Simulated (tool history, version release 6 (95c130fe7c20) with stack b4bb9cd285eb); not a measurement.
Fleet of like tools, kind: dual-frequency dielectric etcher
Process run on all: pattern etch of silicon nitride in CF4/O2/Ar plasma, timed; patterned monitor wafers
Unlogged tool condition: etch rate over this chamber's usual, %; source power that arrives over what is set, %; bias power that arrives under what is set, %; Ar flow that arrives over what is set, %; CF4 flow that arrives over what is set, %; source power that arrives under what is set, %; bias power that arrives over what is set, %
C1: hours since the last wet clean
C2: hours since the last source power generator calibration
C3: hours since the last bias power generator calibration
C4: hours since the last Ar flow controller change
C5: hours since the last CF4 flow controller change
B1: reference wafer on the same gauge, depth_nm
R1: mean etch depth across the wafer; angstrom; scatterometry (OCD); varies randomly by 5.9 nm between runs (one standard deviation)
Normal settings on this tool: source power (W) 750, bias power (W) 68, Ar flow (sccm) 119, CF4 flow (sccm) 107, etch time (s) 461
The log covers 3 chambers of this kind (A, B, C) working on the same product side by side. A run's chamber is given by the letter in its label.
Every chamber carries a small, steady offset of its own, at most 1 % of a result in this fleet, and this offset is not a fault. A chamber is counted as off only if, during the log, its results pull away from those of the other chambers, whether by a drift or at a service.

{"run": "1C", "hour": 7.0, "source power (W)": 750, "bias power (W)": 68, "Ar flow (sccm)": 119, "CF4 flow (sccm)": 107, "etch time (s)": 461, "C1": 150.2, "C2": 4883.3, "C3": 425.5, "C4": 1242.7, "C5": 3273.8, "B1": 1130.1, "R1": 13926}
{"run": "2A", "hour": 18.5, "source power (W)": 750, "bias power (W)": 68, "Ar flow (sccm)": 119, "CF4 flow (sccm)": 107, "etch time (s)": 461, "C1": 40.5, "C2": 2323.4, "C3": 777.6, "C4": 5351.3, "C5": 3259.6, "B1": 1130.2, "R1": 13831}
{"run": "3B", "hour": 29.1, "source power (W)": 750, "bias power (W)": 68, "Ar flow (sccm)": 119, "CF4 flow (sccm)": 107, "etch time (s)": 461, "C1": 251.7, "C2": 639.1, "C3": 2450.2, "C4": 699.2, "C5": 401.8, "B1": 1129.7, "R1": 13780}
{"run": "4B", "hour": 37.4, "source power (W)": 750, "bias power (W)": 68, "Ar flow (sccm)": 119, "CF4 flow (sccm)": 107, "etch time (s)": 461, "C1": 260.0, "C2": 647.4, "C3": 2458.5, "C4": 707.5, "C5": 410.1, "B1": 1130.2, "R1": 13886}
{"run": "5C", "hour": 49.6, "source power (W)": 750, "bias power (W)": 68, "Ar flow (sccm)": 119, "CF4 flow (sccm)": 107, "etch time (s)": 461, "C1": 192.8, "C2": 4925.9, "C3": 468.1, "C4": 1285.3, "C5": 3316.4, "B1": 1130.7, "R1": 13948}
{"run": "6A", "hour": 57.6, "source power (W)": 750, "bias power (W)": 68, "Ar flow (sccm)": 119, "CF4 flow (sccm)": 107, "etch time (s)": 461, "C1": 79.6, "C2": 2362.5, "C3": 816.7, "C4": 5390.4, "C5": 3298.7, "B1": 1130.3, "R1": 13820}
{"run": "7A", "hour": 67.6, "source power (W)": 750, "bias power (W)": 68, "Ar flow (sccm)": 119, "CF4 flow (sccm)": 107, "etch time (s)": 461, "C1": 89.6, "C2": 2372.5, "C3": 826.7, "C4": 5400.4, "C5": 3308.7, "B1": 1130.0, "R1": 13820}
{"run": "8C", "hour": 75.8, "source power (W)": 750, "bias power (W)": 68, "Ar flow (sccm)": 119, "CF4 flow (sccm)": 107, "etch time (s)": 461, "C1": 219.0, "C2": 4952.1, "C3": 494.3, "C4": 1311.5, "C5": 3342.6, "B1": 1130.7, "R1": 13876}
{"run": "9B", "hour": 88.4, "source power (W)": 750, "bias power (W)": 68, "Ar flow (sccm)": 119, "CF4 flow (sccm)": 107, "etch time (s)": 461, "C1": 311.0, "C2": 698.4, "C3": 2509.5, "C4": 758.5, "C5": 461.1, "B1": 1129.9, "R1": 13874}
{"run": "10B", "hour": 96.6, "source power (W)": 750, "bias power (W)": 68, "Ar flow (sccm)": 119, "CF4 flow (sccm)": 107, "etch time (s)": 461, "C1": 319.2, "C2": 706.6, "C3": 2517.7, "C4": 766.7, "C5": 469.3, "B1": 1129.8, "R1": 13879}
{"run": "11C", "hour": 109.1, "source power (W)": 750, "bias power (W)": 68, "Ar flow (sccm)": 119, "CF4 flow (sccm)": 107, "etch time (s)": 461, "C1": 252.3, "C2": 4985.4, "C3": 527.6, "C4": 1344.8, "C5": 3375.9, "B1": 1129.6, "R1": 13948}
{"run": "12A", "hour": 123.6, "source power (W)": 750, "bias power (W)": 68, "Ar flow (sccm)": 119, "CF4 flow (sccm)": 107, "etch time (s)": 461, "C1": 145.6, "C2": 2428.5, "C3": 882.7, "C4": 5456.4, "C5": 3364.7, "B1": 1130.3, "R1": 13768}
{"run": "13C", "hour": 130.6, "source power (W)": 750, "bias power (W)": 68, "Ar flow (sccm)": 119, "CF4 flow (sccm)": 107, "etch time (s)": 461, "C1": 273.8, "C2": 5006.9, "C3": 549.1, "C4": 1366.3, "C5": 3397.4, "B1": 1128.9, "R1": 13937}
{"hour": 137.1, "done": "chamber C: source power generator calibrated"}
{"run": "14B", "hour": 139.1, "source power (W)": 830, "bias power (W)": 68, "Ar flow (sccm)": 95, "CF4 flow (sccm)": 107, "etch time (s)": 461, "C1": 361.7, "C2": 749.1, "C3": 2560.2, "C4": 809.2, "C5": 511.8, "B1": 1130.6, "R1": 15382}
{"run": "15A", "hour": 151.9, "source power (W)": 830, "bias power (W)": 68, "Ar flow (sccm)": 95, "CF4 flow (sccm)": 107, "etch time (s)": 461, "C1": 173.9, "C2": 2456.8, "C3": 911.0, "C4": 5484.7, "C5": 3393.0, "B1": 1129.1, "R1": 15431}
{"run": "16C", "hour": 163.0, "source power (W)": 830, "bias power (W)": 68, "Ar flow (sccm)": 95, "CF4 flow (sccm)": 107, "etch time (s)": 461, "C1": 306.2, "C2": 26.0, "C3": 581.5, "C4": 1398.7, "C5": 3429.8, "B1": 1130.4, "R1": 14819}
{"run": "17B", "hour": 178.5, "source power (W)": 750, "bias power (W)": 68, "Ar flow (sccm)": 119, "CF4 flow (sccm)": 107, "etch time (s)": 461, "C1": 401.1, "C2": 788.5, "C3": 2599.6, "C4": 848.6, "C5": 551.2, "B1": 1129.3, "R1": 13927}
{"run": "18A", "hour": 194.0, "source power (W)": 750, "bias power (W)": 68, "Ar flow (sccm)": 119, "CF4 flow (sccm)": 107, "etch time (s)": 461, "C1": 216.0, "C2": 2498.9, "C3": 953.1, "C4": 5526.8, "C5": 3435.1, "B1": 1129.8, "R1": 13760}
{"run": "19A", "hour": 207.1, "source power (W)": 750, "bias power (W)": 68, "Ar flow (sccm)": 119, "CF4 flow (sccm)": 107, "etch time (s)": 461, "C1": 229.1, "C2": 2512.0, "C3": 966.2, "C4": 5539.9, "C5": 3448.2, "B1": 1129.0, "R1": 13777}
{"run": "20C", "hour": 220.1, "source power (W)": 750, "bias power (W)": 68, "Ar flow (sccm)": 119, "CF4 flow (sccm)": 107, "etch time (s)": 461, "C1": 363.3, "C2": 83.1, "C3": 638.6, "C4": 1455.8, "C5": 3486.9, "B1": 1129.0, "R1": 13367}
{"hour": 223.5, "done": "chamber A: source power generator calibrated"}
{"run": "21B", "hour": 235.6, "source power (W)": 750, "bias power (W)": 68, "Ar flow (sccm)": 119, "CF4 flow (sccm)": 107, "etch time (s)": 461, "C1": 458.2, "C2": 845.6, "C3": 2656.7, "C4": 905.7, "C5": 608.3, "B1": 1129.3, "R1": 13879}
{"run": "22C", "hour": 245.5, "source power (W)": 750, "bias power (W)": 68, "Ar flow (sccm)": 119, "CF4 flow (sccm)": 107, "etch time (s)": 461, "C1": 388.7, "C2": 108.5, "C3": 664.0, "C4": 1481.2, "C5": 3512.3, "B1": 1131.1, "R1": 13454}
{"run": "23B", "hour": 259.6, "source power (W)": 750, "bias power (W)": 68, "Ar flow (sccm)": 119, "CF4 flow (sccm)": 107, "etch time (s)": 461, "C1": 482.2, "C2": 869.6, "C3": 2680.7, "C4": 929.7, "C5": 632.3, "B1": 1130.0, "R1": 13812}
{"run": "24A", "hour": 272.7, "source power (W)": 750, "bias power (W)": 68, "Ar flow (sccm)": 119, "CF4 flow (sccm)": 107, "etch time (s)": 461, "C1": 294.7, "C2": 49.3, "C3": 1031.8, "C4": 5605.5, "C5": 3513.8, "B1": 1131.0, "R1": 13736}
{"hour": 285.4, "done": "chamber B: wet clean of the chamber"}
{"run": "25C", "hour": 286.8, "source power (W)": 750, "bias power (W)": 68, "Ar flow (sccm)": 119, "CF4 flow (sccm)": 107, "etch time (s)": 461, "C1": 430.0, "C2": 149.8, "C3": 705.3, "C4": 1522.5, "C5": 3553.6, "B1": 1131.1, "R1": 13464}
{"run": "26B", "hour": 299.4, "source power (W)": 750, "bias power (W)": 68, "Ar flow (sccm)": 119, "CF4 flow (sccm)": 107, "etch time (s)": 461, "C1": 14.0, "C2": 909.4, "C3": 2720.5, "C4": 969.5, "C5": 672.1, "B1": 1130.9, "R1": 13946}
{"run": "27A", "hour": 312.6, "source power (W)": 750, "bias power (W)": 68, "Ar flow (sccm)": 119, "CF4 flow (sccm)": 107, "etch time (s)": 461, "C1": 334.6, "C2": 89.2, "C3": 1071.7, "C4": 5645.4, "C5": 3553.7, "B1": 1129.8, "R1": 13795}
{"run": "28B", "hour": 326.2, "source power (W)": 750, "bias power (W)": 68, "Ar flow (sccm)": 119, "CF4 flow (sccm)": 107, "etch time (s)": 461, "C1": 40.8, "C2": 936.2, "C3": 2747.3, "C4": 996.3, "C5": 698.9, "B1": 1130.8, "R1": 13838}

Next, all 3 chambers run the settings below, one line each with question marks for the results. What does each chamber give?
{"run": "29A", "hour": 337.3, "source power (W)": 750, "bias power (W)": 68, "Ar flow (sccm)": 119, "CF4 flow (sccm)": 107, "etch time (s)": 461, "R1": "?"}
{"run": "29B", "hour": 337.3, "source power (W)": 750, "bias power (W)": 68, "Ar flow (sccm)": 119, "CF4 flow (sccm)": 107, "etch time (s)": 461, "R1": "?"}
{"run": "29C", "hour": 337.3, "source power (W)": 750, "bias power (W)": 68, "Ar flow (sccm)": 119, "CF4 flow (sccm)": 107, "etch time (s)": 461, "R1": "?"}

run=29A R1=13763
run=29B R1=13884
run=29C R1=13233
